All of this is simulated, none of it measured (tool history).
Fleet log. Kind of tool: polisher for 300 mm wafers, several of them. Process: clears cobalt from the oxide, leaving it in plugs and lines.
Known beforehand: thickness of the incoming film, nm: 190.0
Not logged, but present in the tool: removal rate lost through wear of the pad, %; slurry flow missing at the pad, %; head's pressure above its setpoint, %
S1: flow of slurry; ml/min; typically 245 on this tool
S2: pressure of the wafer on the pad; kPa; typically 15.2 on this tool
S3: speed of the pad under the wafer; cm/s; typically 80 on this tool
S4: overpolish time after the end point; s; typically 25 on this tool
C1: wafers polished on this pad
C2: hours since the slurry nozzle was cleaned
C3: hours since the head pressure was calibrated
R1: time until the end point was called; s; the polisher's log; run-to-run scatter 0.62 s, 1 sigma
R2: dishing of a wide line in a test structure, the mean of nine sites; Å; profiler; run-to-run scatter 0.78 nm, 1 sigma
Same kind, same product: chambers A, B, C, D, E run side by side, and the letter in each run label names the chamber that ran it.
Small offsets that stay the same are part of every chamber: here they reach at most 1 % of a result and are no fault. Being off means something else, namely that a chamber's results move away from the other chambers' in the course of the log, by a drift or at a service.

run	hour	S1	S2	S3	S4	C1	C2	C3	R1	R2
# hour 0.9: chamber C: worn pad replaced by a new one
1E	4.1	245	15.2	80	25	119	73.1	141.2	44.699	560.42
2D	9.1	245	15.2	80	25	277	12.6	361.2	44.426	548.92
3B	15.4	245	15.2	80	25	151	153.2	921.2	43.095	556.14
4C	20.6	245	15.2	80	25	180	425.6	194.3	43.17	543.27
5A	26.1	245	15.2	80	25	680	182.2	195.3	43.2	545.88
6A	29.6	245	15.2	80	25	712	185.7	198.8	42.523	536.57
7E	34.3	245	15.2	80	25	396	103.3	171.4	44.189	570.84
8D	38.9	245	15.2	80	25	550	42.4	391	43.644	558.96
9B	44.1	245	13.1	94	25	414	181.9	949.9	43.363	546.52
# hour 48.1: chamber B: head pressure recalibrated
10C	49.8	245	13.1	94	25	448	454.8	223.5	43.083	566.49
# hour 52.7: chamber E: worn pad replaced by a new one
11D	54.1	245	13.1	94	25	689	57.6	406.2	42.476	555.52
12B	60	245	13.1	94	25	559	197.8	11.9	42.997	546.44
13E	66.1	245	13.1	94	25	123	135.1	203.2	42.878	545.17
# hour 67.6: chamber A: worn pad replaced by a new one
14C	70.1	245	15.2	80	25	634	475.1	243.8	42.592	537.17
15A	74.3	245	15.2	80	25	61	230.4	243.5	42.573	545.85
16D	80.4	245	15.2	80	25	930	83.9	432.5	42.87	541.53
17E	83.8	245	15.2	80	25	285	152.8	220.9	43.966	551.58
18C	87.1	245	15.2	80	25	789	492.1	260.8	43.003	569.03
19A	90.3	245	15.2	80	25	208	246.4	259.5	44.098	547.81
20B	94.3	245	15.2	80	25	873	232.1	46.2	43.939	530.48
21A	100.4	245	20.7	80	25	300	256.5	269.6	31.369	635.94
22C	106.7	245	20.7	80	25	969	511.7	280.4	31.263	617.84
# hour 108.6: chamber D: worn pad replaced by a new one
23B	113.2	245	20.7	80	25	1047	251	65.1	31.589	608.59
# hour 115: chamber E: worn pad replaced by a new one
24D	118.3	245	20.7	80	25	89	121.8	470.4	32.153	624.13
25E	123.9	245	20.7	80	25	82	192.9	261	31.926	600.57
26A	126.8	245	15.2	80	25	542	282.9	296	43.218	552.08
27C	133.4	245	15.2	80	25	1214	538.4	307.1	43.616	548.17
28E	138	245	15.2	80	25	211	207	275.1	43.385	556.1
29B	143.5	245	15.2	80	25	1324	281.3	95.4	44.16	560.45
30D	147.9	245	15.2	80	25	360	151.4	500	45.171	557.26
# hour 149.9: chamber C: worn pad replaced by a new one
31A	151.1	245	15.2	80	25	764	307.2	320.3	43.6	551.24
32C	154.2	245	15.2	80	25	40	559.2	327.9	41.895	554.39
33D	157.1	290	15.2	80	25	445	160.6	509.2	42.618	567.78
# hour 157.7: chamber B: slurry nozzle cleaned
34E	160.8	290	15.2	80	25	420	229.8	297.9	43.556	547.23
35B	167.1	290	15.2	80	25	1540	9.4	119	42.102	550.73
# hour 167.6: chamber B: worn pad replaced by a new one
36E	173	290	15.2	80	25	532	242	310.1	43.839	572.69
37B	178.3	290	15.2	80	25	98	20.6	130.2	43.671	564.66
38A	184.6	245	15.2	80	25	1071	340.7	353.8	43.821	552.29
39D	187.5	245	15.2	80	25	723	191	539.6	44.02	560.07

For the next run the whole fleet of 5 chambers uses the same settings. Give each chamber's results:
40A	192.2	245	15.2	80	25				?	?
40B	192.2	245	15.2	80	25				?	?
40C	192.2	245	15.2	80	25				?	?
40D	192.2	245	15.2	80	25				?	?
40E	192.2	245	15.2	80	25				?	?

run	R1	R2
40A	43.385	548.99
40B	43.264	550.36
40C	44.151	560.15
40D	44.285	551.28
40E	43.673	561.04

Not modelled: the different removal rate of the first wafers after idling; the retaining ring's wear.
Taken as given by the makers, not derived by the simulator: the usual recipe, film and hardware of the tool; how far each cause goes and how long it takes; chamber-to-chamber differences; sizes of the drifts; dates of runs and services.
